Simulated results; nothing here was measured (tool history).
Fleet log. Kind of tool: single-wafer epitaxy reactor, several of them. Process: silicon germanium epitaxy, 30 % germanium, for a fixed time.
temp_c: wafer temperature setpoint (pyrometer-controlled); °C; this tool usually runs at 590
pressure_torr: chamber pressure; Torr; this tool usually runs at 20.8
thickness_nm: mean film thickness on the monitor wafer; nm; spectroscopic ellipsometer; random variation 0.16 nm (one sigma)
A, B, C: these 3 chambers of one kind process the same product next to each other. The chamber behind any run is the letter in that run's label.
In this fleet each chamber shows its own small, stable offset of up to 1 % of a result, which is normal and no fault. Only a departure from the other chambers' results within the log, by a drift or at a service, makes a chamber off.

run,hour,temp_c,pressure_torr,hours since the last pyrometer calibration,hours since the last manometer calibration,"read-back reference wafer on the same gauge, thickness_nm",thickness_nm
1B,9.8,590,20.8,955.6,504.7,57.642,50.124
2A,18.1,590,20.8,1417.9,410,57.61,49.967
3C,27.3,590,20.8,665,297.9,57.614,50.103
4B,32.7,590,20.8,978.5,527.6,57.624,49.914
5A,42.7,590,20.8,1442.5,434.6,57.638,49.997
6C,50.4,590,20.8,688.1,321,57.588,50.385
7A,62.2,590,20.8,1462,454.1,57.635,50.206
8C,74.3,576,20.8,712,344.9,57.621,38.618
9B,84.9,576,20.8,1030.7,579.8,57.594,38.639
10A,94.7,576,20.8,1494.5,486.6,57.562,38.396
11C,100.1,590,20.8,737.8,370.7,57.626,50.088
12B,106.5,590,20.8,1052.3,601.4,57.651,50.201
13A,118.7,590,20.8,1518.5,510.6,57.583,49.894
14B,130.8,590,20.8,1076.6,625.7,57.595,49.733
15C,142,583,25.3,779.7,412.6,57.59,48.027
16A,154,583,25.3,1553.8,545.9,57.555,47.114
17C,162.6,583,25.3,800.3,433.2,57.605,48.022
18B,171.5,590,20.8,1117.3,666.4,57.587,49.05
19C,178.1,590,20.8,815.8,448.7,57.596,50.05
20B,189.1,590,20.8,1134.9,684,57.544,49.118
21A,196.4,590,20.8,1596.2,588.3,57.61,50.236
22C,202.5,590,20.8,840.2,473.1,57.603,50.28
23A,212.4,590,20.8,1612.2,604.3,57.592,49.712
24B,222.8,590,20.8,1168.6,717.7,57.607,48.729
25B,228.8,590,20.8,1174.6,723.7,57.657,48.598
26C,236.8,590,20.8,874.5,507.4,57.61,50.193
27A,246.6,590,20.8,1646.4,638.5,57.592,50.01

Next, every chamber runs the same settings. What will each give?
28A,255.6,590,25.3,,,,?
28B,255.6,590,25.3,,,,?
28C,255.6,590,25.3,,,,?

run,thickness_nm
28A,54.194
28B,52.328
28C,54.268
